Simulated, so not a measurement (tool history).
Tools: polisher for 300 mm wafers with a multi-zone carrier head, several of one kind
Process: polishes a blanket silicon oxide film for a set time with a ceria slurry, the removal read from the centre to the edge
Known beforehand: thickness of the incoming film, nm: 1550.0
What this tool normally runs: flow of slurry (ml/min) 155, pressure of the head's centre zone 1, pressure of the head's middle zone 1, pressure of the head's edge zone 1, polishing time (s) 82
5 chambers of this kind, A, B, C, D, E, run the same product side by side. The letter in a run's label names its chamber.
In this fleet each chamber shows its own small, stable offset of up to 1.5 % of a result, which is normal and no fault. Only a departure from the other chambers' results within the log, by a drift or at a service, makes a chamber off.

| run | hour | flow of slurry (ml/min) | pressure of the head's centre zone | pressure of the head's middle zone | pressure of the head's edge zone | polishing time (s) | wafers polished on this pad | hours since the slurry nozzle was cleaned | hours since the centre zone pressure was calibrated | hours since the edge zone pressure was calibrated | film removed at the wafer's centre (angstrom) | film removed at mid-radius (angstrom) | film removed at the wafer's edge (angstrom) |
|---|---|---|---|---|---|---|---|---|---|---|---|---|---|
| 1E | 5.6 | 155 | 1 | 1 | 1 | 82 | 886 | 259.3 | 142.2 | 91.2 | 4801.1 | 4843.7 | 4798.8 |
| 2D | 8.8 | 155 | 1 | 1 | 1 | 82 | 555 | 112.5 | 700.8 | 1057 | 4906 | 4828.6 | 4831.9 |
| 3A | 14.5 | 155 | 1 | 1 | 1 | 82 | 310 | 760.5 | 856.8 | 818.6 | 4863.9 | 4797.9 | 4960.9 |
| 4B | 19.4 | 155 | 1 | 1 | 1 | 82 | 946 | 73 | 1025.8 | 976 | 4749.9 | 4724.3 | 4901.1 |
|  | 22.3 | chamber D: worn pad replaced by a new one |
| 5C | 23.6 | 155 | 1 | 1 | 1 | 82 | 471 | 200.5 | 425.2 | 637.8 | 4822.9 | 4740.3 | 4839.5 |
| 6C | 27.2 | 155 | 1 | 1 | 1 | 82 | 523 | 204.1 | 428.8 | 641.4 | 4888.6 | 4759.4 | 4850.5 |
|  | 28.7 | chamber B: worn pad replaced by a new one |
|  | 29.4 | chamber A: slurry nozzle cleaned |
|  | 32.1 | chamber E: worn pad replaced by a new one |
| 7E | 32.6 | 155 | 1 | 1 | 1 | 82 | 7 | 286.3 | 169.2 | 118.2 | 4773.3 | 4893 | 4851.1 |
| 8B | 37.8 | 155 | 1 | 1 | 1 | 82 | 132 | 91.4 | 1044.2 | 994.4 | 4710.2 | 4915.7 | 4764.7 |
| 9A | 41 | 155 | 1 | 1 | 1 | 82 | 693 | 11.6 | 883.3 | 845.1 | 4847.6 | 4761.1 | 4774.2 |
| 10D | 47.1 | 155 | 1 | 1 | 1 | 82 | 358 | 150.8 | 739.1 | 1095.3 | 4797.1 | 4870.2 | 4830 |
| 11C | 53.4 | 155 | 1 | 1 | 1 | 82 | 901 | 230.3 | 455 | 667.6 | 4777.7 | 4807 | 4945.2 |
| 12B | 59 | 205 | 1 | 1 | 1.06 | 82 | 438 | 112.6 | 1065.4 | 1015.6 | 4999.2 | 5077.9 | 5228 |
| 13E | 65.1 | 205 | 1 | 1 | 1.06 | 82 | 476 | 318.8 | 201.7 | 150.7 | 5107.1 | 5052.6 | 5120.1 |
|  | 68.2 | chamber A: worn pad replaced by a new one |
| 14D | 71.5 | 205 | 1 | 1 | 1.06 | 82 | 710 | 175.2 | 763.5 | 1119.7 | 5119.2 | 5098.7 | 5177.2 |
| 15A | 74.5 | 205 | 1 | 1 | 1.06 | 82 | 92 | 45.1 | 916.8 | 878.6 | 5086 | 5064.2 | 5293.6 |
| 16D | 79.6 | 205 | 1 | 1 | 1.06 | 82 | 826 | 183.3 | 771.6 | 1127.8 | 5034.6 | 5176.3 | 5250 |
| 17A | 84.4 | 155 | 1 | 1 | 1 | 82 | 235 | 55 | 926.7 | 888.5 | 4849.7 | 4871.2 | 4893.2 |
|  | 87.3 | chamber D: worn pad replaced by a new one |
| 18B | 89.3 | 155 | 1 | 1 | 1 | 82 | 875 | 142.9 | 1095.7 | 1045.9 | 4759.5 | 4753.8 | 4731.1 |
|  | 91.8 | chamber C: worn pad replaced by a new one |
| 19C | 92.7 | 155 | 1.11 | 1.07 | 1 | 82 | 13 | 269.6 | 494.3 | 706.9 | 5459.4 | 5269.6 | 4807.1 |
| 20E | 97.3 | 155 | 1.11 | 1.07 | 1 | 82 | 940 | 351 | 233.9 | 182.9 | 5392.1 | 5251.5 | 4865.2 |
|  | 100.1 | chamber D: centre zone pressure recalibrated |
| 21D | 102.3 | 155 | 1.11 | 1.07 | 1 | 82 | 216 | 206 | 2.3 | 1150.5 | 5577.9 | 5283.7 | 4944.1 |
| 22B | 105.4 | 155 | 1.11 | 1.07 | 1 | 82 | 1107 | 159 | 1111.8 | 1062 | 5261.8 | 5037.9 | 4807.6 |
|  | 107.5 | chamber A: centre zone pressure recalibrated |
| 23C | 108.6 | 155 | 1.11 | 1.07 | 1 | 82 | 242 | 285.5 | 510.2 | 722.8 | 5419.2 | 5110.7 | 4847.4 |
|  | 112.9 | chamber A: edge zone pressure recalibrated |
| 24E | 113.5 | 155 | 1 | 1 | 1 | 82 | 1174 | 367.2 | 250.1 | 199.1 | 4774.9 | 4930.5 | 4761.3 |
|  | 113.6 | chamber B: worn pad replaced by a new one |
| 25A | 117.6 | 155 | 1 | 1 | 1 | 82 | 713 | 88.2 | 10.1 | 4.8 | 4379.4 | 4930.2 | 4750.7 |
| 26B | 122 | 155 | 1 | 1 | 1 | 82 | 122 | 175.6 | 1128.4 | 1078.6 | 4804.1 | 4886.2 | 4929.9 |
| 27D | 125.4 | 155 | 1 | 1 | 1 | 82 | 549 | 229.1 | 25.4 | 1173.6 | 4858 | 4844.3 | 4904.8 |
|  | 126.7 | chamber E: worn pad replaced by a new one |
| 28E | 130.4 | 155 | 1 | 1 | 1 | 82 | 54 | 384.1 | 267 | 216 | 4844.2 | 4927.4 | 4825.5 |
| 29A | 135.8 | 155 | 1 | 1 | 1 | 82 | 976 | 106.4 | 28.3 | 23 | 4321.4 | 4922 | 4856.7 |
|  | 136.4 | chamber D: slurry nozzle cleaned |
| 30C | 142.1 | 155 | 1 | 1 | 1 | 82 | 725 | 319 | 543.7 | 756.3 | 4786.6 | 4828.4 | 4898 |
|  | 144.6 | chamber A: worn pad replaced by a new one |
| 31A | 148.3 | 155 | 1 | 1 | 1 | 82 | 54 | 118.9 | 40.8 | 35.5 | 4284.7 | 4902.4 | 4783.2 |
|  | 148.5 | chamber D: worn pad replaced by a new one |
| 32E | 151.2 | 155 | 1 | 1 | 1 | 82 | 354 | 404.9 | 287.8 | 236.8 | 4797.2 | 4885.6 | 4798.5 |
| 33D | 155.7 | 155 | 1 | 1 | 1 | 82 | 104 | 19.4 | 55.7 | 1203.9 | 4880.2 | 4790 | 4772.6 |
| 34C | 161.2 | 155 | 1 | 1 | 1 | 82 | 1001 | 338.1 | 562.8 | 775.4 | 4829.6 | 4771 | 4748 |
|  | 161.8 | chamber B: centre zone pressure recalibrated |
| 35B | 166.9 | 155 | 1 | 1 | 1 | 82 | 769 | 220.5 | 5.2 | 1123.5 | 4773.2 | 4880.6 | 4800.9 |
| 36C | 172.5 | 155 | 1 | 1 | 1 | 82 | 1164 | 349.4 | 574.1 | 786.7 | 4766.1 | 4700.4 | 4817.7 |
| 37D | 178.5 | 155 | 1 | 1 | 1 | 82 | 433 | 42.2 | 78.5 | 1226.7 | 4896.1 | 5000.5 | 4979.5 |
| 38B | 182.7 | 155 | 1 | 1 | 1 | 82 | 997 | 236.3 | 21 | 1139.3 | 4732.3 | 4914.6 | 4799.1 |
| 39A | 185.9 | 155 | 0.96 | 1.09 | 1 | 82 | 596 | 156.5 | 78.4 | 73.1 | 4133 | 5164.2 | 4737.6 |
| 40E | 190.1 | 155 | 0.96 | 1.09 | 1 | 82 | 915 | 443.8 | 326.7 | 275.7 | 4604.4 | 5221.9 | 4761.4 |

Which is it: a chamber that has drifted or been left off by a service, a gauge drift common to all chambers, or only each chamber's usual small offset? If a chamber is off, name it and its likeliest cause.

A service on chamber A put it out of line with the rest.
What lies behind it: centre zone's pressure below its setpoint, % = 10.4.

Which of the 4 candidates below, each the usual settings with something changed and its results left as question marks, puts chamber A back in line with what the other chambers give on the usual settings?
Counts as in line when no further than this from what the other chambers average on the usual settings: film removed at the wafer's centre (angstrom) 160; film removed at mid-radius (angstrom) 240; film removed at the wafer's edge (angstrom) 240
| 41A-1 | 194.7 | 170 | 1.16 | 0.96 | 0.94 | 83 |  |  |  |  | ? | ? | ? |
| 41A-2 | 194.7 | 150 | 0.92 | 1.02 | 1.03 | 81 |  |  |  |  | ? | ? | ? |
| 41A-3 | 194.7 | 160 | 1.08 | 0.98 | 0.97 | 83 |  |  |  |  | ? | ? | ? |
| 41A-4 | 194.7 | 145 | 0.85 | 1.03 | 1.05 | 81 |  |  |  |  | ? | ? | ? |

The other chambers' mean on the usual settings: film removed at the wafer's centre (angstrom) 4806.4; film removed at mid-radius (angstrom) 4841.1; film removed at the wafer's edge (angstrom) 4820.4
| run | film removed at the wafer's centre (angstrom) | film removed at mid-radius (angstrom) | film removed at the wafer's edge (angstrom) |
|---|---|---|---|
| 41A-1 | 5237.1 | 4832.5 | 4847.7 |
| 41A-2 | 3870.6 | 4881.4 | 4880.4 |
| 41A-3 | 4790.1 | 4875 | 4888.6 |
| 41A-4 | 3519.6 | 4894.9 | 4907.5 |
It is 41A-3 that realigns the chamber with its peers.

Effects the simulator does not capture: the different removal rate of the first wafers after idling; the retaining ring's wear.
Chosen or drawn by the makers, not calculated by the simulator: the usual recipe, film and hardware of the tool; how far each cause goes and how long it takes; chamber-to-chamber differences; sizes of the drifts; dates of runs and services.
